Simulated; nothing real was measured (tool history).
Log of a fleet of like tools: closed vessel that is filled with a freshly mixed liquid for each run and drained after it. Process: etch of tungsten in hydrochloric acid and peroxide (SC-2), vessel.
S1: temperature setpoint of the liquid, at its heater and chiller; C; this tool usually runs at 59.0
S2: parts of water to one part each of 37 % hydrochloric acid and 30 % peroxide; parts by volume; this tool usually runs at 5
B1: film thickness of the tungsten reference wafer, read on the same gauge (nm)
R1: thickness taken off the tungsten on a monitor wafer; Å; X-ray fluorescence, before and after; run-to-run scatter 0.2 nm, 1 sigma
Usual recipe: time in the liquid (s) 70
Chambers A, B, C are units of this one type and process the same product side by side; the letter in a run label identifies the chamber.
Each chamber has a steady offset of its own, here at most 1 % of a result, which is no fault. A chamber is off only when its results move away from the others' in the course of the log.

{"run": "1A", "day": 0.225, "S1": 59.0, "S2": 5, "time in the liquid (s)": 70, "B1": 109.96, "R1": 429.67}
{"run": "2C", "day": 0.5, "S1": 59.0, "S2": 5, "time in the liquid (s)": 70, "B1": 110.02, "R1": 428.25}
{"run": "3B", "day": 0.754, "S1": 59.0, "S2": 5, "time in the liquid (s)": 70, "B1": 110.0, "R1": 426.1}
{"run": "4C", "day": 0.929, "S1": 59.0, "S2": 5, "time in the liquid (s)": 70, "B1": 110.02, "R1": 427.12}
{"run": "5A", "day": 1.108, "S1": 59.0, "S2": 5, "time in the liquid (s)": 70, "B1": 109.99, "R1": 430.28}
{"run": "6B", "day": 1.267, "S1": 65.5, "S2": 5, "time in the liquid (s)": 70, "B1": 110.0, "R1": 640.01}
{"run": "7C", "day": 1.433, "S1": 65.5, "S2": 5, "time in the liquid (s)": 70, "B1": 109.96, "R1": 636.92}
{"run": "8B", "day": 1.617, "S1": 65.5, "S2": 5, "time in the liquid (s)": 70, "B1": 110.0, "R1": 634.15}
{"run": "9A", "day": 1.767, "S1": 59.0, "S2": 5, "time in the liquid (s)": 70, "B1": 110.0, "R1": 432.7}
{"run": "10A", "day": 2.033, "S1": 59.0, "S2": 5, "time in the liquid (s)": 70, "B1": 110.02, "R1": 431.57}
{"day": 2.312, "done": "chamber C: new drum of peroxide connected"}
{"run": "11C", "day": 2.312, "S1": 59.0, "S2": 5, "time in the liquid (s)": 70, "B1": 110.01, "R1": 426.95}
{"run": "12B", "day": 2.592, "S1": 59.0, "S2": 5, "time in the liquid (s)": 70, "B1": 109.95, "R1": 424.06}
{"run": "13C", "day": 2.738, "S1": 59.0, "S2": 5, "time in the liquid (s)": 70, "B1": 110.01, "R1": 428.42}
{"run": "14B", "day": 2.917, "S1": 66.0, "S2": 4, "time in the liquid (s)": 70, "B1": 110.01, "R1": 752.08}
{"run": "15A", "day": 3.204, "S1": 66.0, "S2": 4, "time in the liquid (s)": 70, "B1": 110.04, "R1": 777.56}
{"run": "16A", "day": 3.367, "S1": 66.0, "S2": 4, "time in the liquid (s)": 70, "B1": 110.0, "R1": 779.24}
{"run": "17C", "day": 3.654, "S1": 59.0, "S2": 5, "time in the liquid (s)": 70, "B1": 110.0, "R1": 427.74}
{"run": "18B", "day": 3.788, "S1": 59.0, "S2": 5, "time in the liquid (s)": 70, "B1": 110.0, "R1": 415.77}
{"run": "19A", "day": 4.05, "S1": 59.0, "S2": 6, "time in the liquid (s)": 70, "B1": 109.97, "R1": 374.07}
{"run": "20B", "day": 4.325, "S1": 59.0, "S2": 6, "time in the liquid (s)": 70, "B1": 110.01, "R1": 363.32}
{"run": "21C", "day": 4.471, "S1": 59.0, "S2": 6, "time in the liquid (s)": 70, "B1": 109.96, "R1": 371.73}
{"day": 4.512, "done": "chamber B: new drum of peroxide connected"}
{"run": "22C", "day": 4.688, "S1": 59.0, "S2": 5, "time in the liquid (s)": 70, "B1": 109.98, "R1": 422.41}
{"run": "23A", "day": 4.988, "S1": 59.0, "S2": 5, "time in the liquid (s)": 70, "B1": 109.99, "R1": 430.08}
{"run": "24B", "day": 5.15, "S1": 59.0, "S2": 5, "time in the liquid (s)": 70, "B1": 109.96, "R1": 411.97}
{"run": "25C", "day": 5.358, "S1": 59.0, "S2": 5, "time in the liquid (s)": 70, "B1": 109.99, "R1": 423.91}
{"run": "26B", "day": 5.579, "S1": 59.0, "S2": 5, "time in the liquid (s)": 70, "B1": 110.0, "R1": 407.11}
{"run": "27A", "day": 5.829, "S1": 59.0, "S2": 5, "time in the liquid (s)": 70, "B1": 109.97, "R1": 430.03}
{"run": "28C", "day": 5.992, "S1": 52.5, "S2": 5, "time in the liquid (s)": 70, "B1": 110.04, "R1": 279.17}
{"run": "29A", "day": 6.233, "S1": 52.5, "S2": 5, "time in the liquid (s)": 70, "B1": 109.95, "R1": 278.34}
{"run": "30B", "day": 6.512, "S1": 52.5, "S2": 5, "time in the liquid (s)": 70, "B1": 110.01, "R1": 268.27}
{"run": "31A", "day": 6.783, "S1": 59.0, "S2": 5, "time in the liquid (s)": 95, "B1": 110.02, "R1": 584.93}

Each of the 3 chambers runs these same settings next. Fill in every chamber's results:
{"run": "32A", "day": 7.0, "S1": 59.0, "S2": 5, "time in the liquid (s)": 70, "R1": "?"}
{"run": "32B", "day": 7.0, "S1": 59.0, "S2": 5, "time in the liquid (s)": 70, "R1": "?"}
{"run": "32C", "day": 7.0, "S1": 59.0, "S2": 5, "time in the liquid (s)": 70, "R1": "?"}

run=32A R1=429.82
run=32B R1=403.96
run=32C R1=423.26
